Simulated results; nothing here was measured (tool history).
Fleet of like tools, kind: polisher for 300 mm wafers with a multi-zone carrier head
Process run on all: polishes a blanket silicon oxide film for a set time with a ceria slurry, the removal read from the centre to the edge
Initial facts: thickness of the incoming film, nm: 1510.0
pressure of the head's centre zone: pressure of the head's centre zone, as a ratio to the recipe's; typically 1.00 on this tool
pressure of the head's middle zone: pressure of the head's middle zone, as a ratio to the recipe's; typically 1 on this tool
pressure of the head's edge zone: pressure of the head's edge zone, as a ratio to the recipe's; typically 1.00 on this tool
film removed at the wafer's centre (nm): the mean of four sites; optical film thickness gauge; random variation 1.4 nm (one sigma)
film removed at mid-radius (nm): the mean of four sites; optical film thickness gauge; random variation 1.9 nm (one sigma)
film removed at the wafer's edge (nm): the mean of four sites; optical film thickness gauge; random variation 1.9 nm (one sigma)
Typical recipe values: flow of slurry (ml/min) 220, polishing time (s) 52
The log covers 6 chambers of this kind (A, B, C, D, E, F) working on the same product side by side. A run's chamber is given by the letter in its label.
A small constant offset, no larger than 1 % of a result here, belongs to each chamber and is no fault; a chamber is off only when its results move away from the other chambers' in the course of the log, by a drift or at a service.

run	hour	flow of slurry (ml/min)	pressure of the head's centre zone	pressure of the head's middle zone	pressure of the head's edge zone	polishing time (s)	film removed at the wafer's centre (nm)	film removed at mid-radius (nm)	film removed at the wafer's edge (nm)
# hour 14.3: chamber E: worn pad replaced by a new one
1F	15.1	220	1.00	1	1.00	52	194.55	190.15	193.37
# hour 16.6: chamber C: worn pad replaced by a new one
# hour 23.9: chamber F: edge zone pressure recalibrated
2D	27.8	220	1.00	1	1.00	52	189.23	190.44	189.68
3A	37.5	220	1.00	1	1.00	52	191.41	196.46	191.18
4B	44.9	220	1.00	1	1.00	52	193.23	194.62	195.16
# hour 53.3: chamber D: slurry nozzle cleaned
5C	55.9	220	1.00	1	1.00	52	193.20	190.21	197.08
# hour 64.6: chamber B: slurry nozzle cleaned
6E	66.0	220	1.00	1	1.00	52	191.85	193.65	193.55
# hour 67.2: chamber B: worn pad replaced by a new one
7C	74.1	220	1.00	1	1.00	52	193.06	188.83	194.79
8D	86.3	220	1.00	1	1.00	52	189.86	190.07	191.55
# hour 93.6: chamber D: worn pad replaced by a new one
9E	95.1	220	1.00	1	1.00	52	193.03	195.79	194.31
# hour 95.5: chamber F: slurry nozzle cleaned
# hour 98.4: chamber E: worn pad replaced by a new one
# hour 100.6: chamber C: worn pad replaced by a new one
10F	107.0	220	1.00	1	1.00	52	194.53	190.97	190.82
# hour 113.7: chamber A: worn pad replaced by a new one
11B	114.1	220	1.00	1	1.00	52	194.07	190.76	195.01
12A	128.3	220	1.00	1	1.00	52	187.40	191.15	191.82
# hour 134.0: chamber F: worn pad replaced by a new one
13A	142.3	220	1.00	1	1.00	52	188.07	189.77	191.42
14D	150.0	220	1.00	1	1.00	52	191.42	189.94	198.39
15C	159.8	220	1.00	1	1.00	52	194.24	190.30	193.99
# hour 161.0: chamber D: edge zone pressure recalibrated
16F	170.5	220	1.00	1	1.00	52	192.73	191.93	195.09
# hour 175.9: chamber E: worn pad replaced by a new one
17E	185.1	220	1.06	1	1.06	52	206.32	194.22	197.95
# hour 188.1: chamber C: slurry nozzle cleaned
# hour 191.1: chamber C: worn pad replaced by a new one
18B	196.4	220	1.06	1	1.06	52	206.67	190.99	200.78
19B	205.5	220	1.06	1	1.06	52	203.68	192.26	199.81
# hour 208.0: chamber B: centre zone pressure recalibrated
# hour 215.1: chamber D: worn pad replaced by a new one
20A	218.1	220	1.06	1	1.06	52	197.41	191.63	195.29
# hour 218.3: chamber B: worn pad replaced by a new one
21F	228.1	220	1.06	1	1.06	52	203.76	193.76	197.82
22E	241.1	220	1.06	1	1.06	52	204.13	195.10	200.61
# hour 242.3: chamber F: centre zone pressure recalibrated
23C	251.0	220	1.00	1	1.00	52	195.56	190.44	197.00
# hour 251.1: chamber C: edge zone pressure recalibrated
# hour 251.2: chamber E: worn pad replaced by a new one
# hour 252.3: chamber E: edge zone pressure recalibrated
24D	262.1	220	0.95	1	1.00	52	180.86	190.52	193.84
# hour 266.7: chamber C: worn pad replaced by a new one
25C	276.6	220	0.95	1	1.00	52	182.55	192.87	190.97
26A	286.2	220	0.95	1	1.00	52	174.09	188.13	191.61
# hour 288.4: chamber F: worn pad replaced by a new one
27F	299.0	220	0.95	1	1.00	52	184.32	191.52	192.90
# hour 299.5: chamber A: worn pad replaced by a new one
28D	312.1	220	0.95	1	1.00	52	181.59	188.49	194.24
29B	321.1	220	0.95	1	1.00	52	181.53	194.24	192.20
30E	334.0	220	1.00	1	1.00	52	191.97	196.42	194.98
# hour 342.6: chamber D: worn pad replaced by a new one
# hour 343.3: chamber E: worn pad replaced by a new one
31D	348.1	220	1.00	1	1.00	52	191.41	193.42	193.78
32A	360.4	220	1.00	1	1.00	52	178.96	182.22	186.77
# hour 362.1: chamber B: worn pad replaced by a new one
# hour 362.5: chamber C: worn pad replaced by a new one
# hour 363.1: chamber E: slurry nozzle cleaned
# hour 364.6: chamber C: centre zone pressure recalibrated
33E	372.4	220	1.00	1	1.00	52	192.97	192.82	194.64
34B	384.0	220	1.00	1	1.00	52	191.57	192.47	193.01
35C	397.5	220	1.00	1	1.00	52	194.45	191.99	191.94
36F	408.6	220	1.00	1	1.00	52	193.44	190.94	194.12
37C	420.5	220	1.00	1	0.88	41	151.49	151.08	141.99
38D	430.8	220	1.00	1	0.88	41	153.48	148.59	142.88

For the next run the whole fleet of 6 chambers uses the same settings. Give each chamber's results:
39A	441.6	220	1.00	1	1.00	52	?	?	?
39B	441.6	220	1.00	1	1.00	52	?	?	?
39C	441.6	220	1.00	1	1.00	52	?	?	?
39D	441.6	220	1.00	1	1.00	52	?	?	?
39E	441.6	220	1.00	1	1.00	52	?	?	?
39F	441.6	220	1.00	1	1.00	52	?	?	?

run	film removed at the wafer's centre (nm)	film removed at mid-radius (nm)	film removed at the wafer's edge (nm)
39A	172.29	186.01	181.27
39B	190.59	189.32	197.23
39C	192.48	188.00	190.71
39D	191.56	187.29	192.25
39E	192.58	194.05	193.22
39F	193.73	194.13	191.59
